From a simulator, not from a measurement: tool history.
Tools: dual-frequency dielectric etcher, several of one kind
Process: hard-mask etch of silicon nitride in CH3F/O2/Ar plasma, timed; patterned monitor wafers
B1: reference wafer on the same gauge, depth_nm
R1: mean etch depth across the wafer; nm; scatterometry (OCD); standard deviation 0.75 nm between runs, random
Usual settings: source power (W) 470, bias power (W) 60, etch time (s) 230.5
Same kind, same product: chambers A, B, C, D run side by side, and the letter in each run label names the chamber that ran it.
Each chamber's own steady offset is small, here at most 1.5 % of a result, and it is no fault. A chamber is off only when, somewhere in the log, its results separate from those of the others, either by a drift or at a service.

{"run": "1C", "day": 0.229, "source power (W)": 470, "bias power (W)": 60, "etch time (s)": 230.5, "B1": 144.0, "R1": 159.28}
{"run": "2A", "day": 0.392, "source power (W)": 470, "bias power (W)": 60, "etch time (s)": 230.5, "B1": 144.0, "R1": 160.62}
{"run": "3D", "day": 0.558, "source power (W)": 470, "bias power (W)": 60, "etch time (s)": 230.5, "B1": 144.12, "R1": 160.34}
{"run": "4B", "day": 0.675, "source power (W)": 470, "bias power (W)": 60, "etch time (s)": 230.5, "B1": 143.99, "R1": 162.91}
{"run": "5D", "day": 0.825, "source power (W)": 470, "bias power (W)": 60, "etch time (s)": 230.5, "B1": 143.98, "R1": 160.25}
{"run": "6C", "day": 1.042, "source power (W)": 470, "bias power (W)": 60, "etch time (s)": 230.5, "B1": 144.1, "R1": 158.14}
{"run": "7B", "day": 1.2, "source power (W)": 470, "bias power (W)": 60, "etch time (s)": 230.5, "B1": 144.07, "R1": 163.08}
{"run": "8A", "day": 1.358, "source power (W)": 470, "bias power (W)": 60, "etch time (s)": 230.5, "B1": 144.15, "R1": 160.68}
{"run": "9C", "day": 1.496, "source power (W)": 470, "bias power (W)": 60, "etch time (s)": 230.5, "B1": 143.96, "R1": 159.63}
{"run": "10B", "day": 1.717, "source power (W)": 470, "bias power (W)": 60, "etch time (s)": 230.5, "B1": 143.85, "R1": 161.41}
{"run": "11A", "day": 1.921, "source power (W)": 470, "bias power (W)": 60, "etch time (s)": 268.0, "B1": 143.77, "R1": 187.12}
{"run": "12D", "day": 2.096, "source power (W)": 470, "bias power (W)": 60, "etch time (s)": 268.0, "B1": 144.0, "R1": 185.99}
{"run": "13C", "day": 2.204, "source power (W)": 470, "bias power (W)": 60, "etch time (s)": 268.0, "B1": 143.71, "R1": 186.39}
{"run": "14B", "day": 2.317, "source power (W)": 470, "bias power (W)": 60, "etch time (s)": 268.0, "B1": 144.07, "R1": 189.34}
{"day": 2.442, "done": "chamber D: wet clean of the chamber"}
{"run": "15A", "day": 2.488, "source power (W)": 470, "bias power (W)": 60, "etch time (s)": 230.5, "B1": 143.93, "R1": 160.51}
{"run": "16D", "day": 2.721, "source power (W)": 470, "bias power (W)": 60, "etch time (s)": 230.5, "B1": 143.94, "R1": 160.62}
{"run": "17C", "day": 2.962, "source power (W)": 470, "bias power (W)": 60, "etch time (s)": 230.5, "B1": 144.0, "R1": 159.29}
{"run": "18D", "day": 3.117, "source power (W)": 430, "bias power (W)": 68, "etch time (s)": 230.5, "B1": 143.98, "R1": 161.67}
{"run": "19A", "day": 3.354, "source power (W)": 430, "bias power (W)": 68, "etch time (s)": 230.5, "B1": 144.02, "R1": 162.37}
{"run": "20B", "day": 3.488, "source power (W)": 430, "bias power (W)": 68, "etch time (s)": 230.5, "B1": 143.85, "R1": 163.23}
{"run": "21A", "day": 3.633, "source power (W)": 430, "bias power (W)": 68, "etch time (s)": 230.5, "B1": 144.19, "R1": 162.09}
{"run": "22D", "day": 3.808, "source power (W)": 470, "bias power (W)": 60, "etch time (s)": 230.5, "B1": 144.05, "R1": 160.14}
{"run": "23C", "day": 4.046, "source power (W)": 470, "bias power (W)": 60, "etch time (s)": 230.5, "B1": 144.09, "R1": 160.06}
{"run": "24B", "day": 4.242, "source power (W)": 470, "bias power (W)": 66, "etch time (s)": 289.0, "B1": 144.07, "R1": 209.09}
{"run": "25A", "day": 4.421, "source power (W)": 470, "bias power (W)": 66, "etch time (s)": 289.0, "B1": 143.97, "R1": 207.06}
{"run": "26B", "day": 4.554, "source power (W)": 470, "bias power (W)": 66, "etch time (s)": 289.0, "B1": 144.01, "R1": 209.25}
{"run": "27D", "day": 4.721, "source power (W)": 470, "bias power (W)": 66, "etch time (s)": 289.0, "B1": 143.81, "R1": 209.42}
{"run": "28C", "day": 4.925, "source power (W)": 470, "bias power (W)": 60, "etch time (s)": 230.5, "B1": 144.07, "R1": 159.6}
{"run": "29A", "day": 5.046, "source power (W)": 470, "bias power (W)": 60, "etch time (s)": 230.5, "B1": 144.13, "R1": 159.52}
{"run": "30D", "day": 5.279, "source power (W)": 470, "bias power (W)": 60, "etch time (s)": 230.5, "B1": 144.02, "R1": 160.55}
{"run": "31C", "day": 5.462, "source power (W)": 470, "bias power (W)": 60, "etch time (s)": 230.5, "B1": 144.19, "R1": 159.49}
{"run": "32B", "day": 5.692, "source power (W)": 470, "bias power (W)": 60, "etch time (s)": 230.5, "B1": 143.9, "R1": 162.97}
{"run": "33D", "day": 5.921, "source power (W)": 470, "bias power (W)": 60, "etch time (s)": 230.5, "B1": 143.98, "R1": 160.36}
{"run": "34A", "day": 6.088, "source power (W)": 470, "bias power (W)": 60, "etch time (s)": 230.5, "B1": 144.03, "R1": 160.44}
{"run": "35C", "day": 6.329, "source power (W)": 470, "bias power (W)": 60, "etch time (s)": 230.5, "B1": 143.92, "R1": 158.78}
{"run": "36B", "day": 6.517, "source power (W)": 550, "bias power (W)": 60, "etch time (s)": 184.5, "B1": 143.97, "R1": 138.23}
{"run": "37D", "day": 6.654, "source power (W)": 550, "bias power (W)": 60, "etch time (s)": 184.5, "B1": 144.04, "R1": 135.99}
{"run": "38C", "day": 6.767, "source power (W)": 550, "bias power (W)": 60, "etch time (s)": 184.5, "B1": 143.82, "R1": 134.93}
{"run": "39B", "day": 6.979, "source power (W)": 550, "bias power (W)": 60, "etch time (s)": 184.5, "B1": 144.1, "R1": 137.6}
{"run": "40A", "day": 7.192, "source power (W)": 470, "bias power (W)": 60, "etch time (s)": 230.5, "B1": 143.83, "R1": 161.14}

Does one chamber stand apart from the rest, does the shared gauge drift, or is all well apart from small per-chamber offsets? Give the chamber and the most likely cause, where there is one.

The fleet is healthy, with each chamber sitting at its usual small offset and no drift in the gauge.
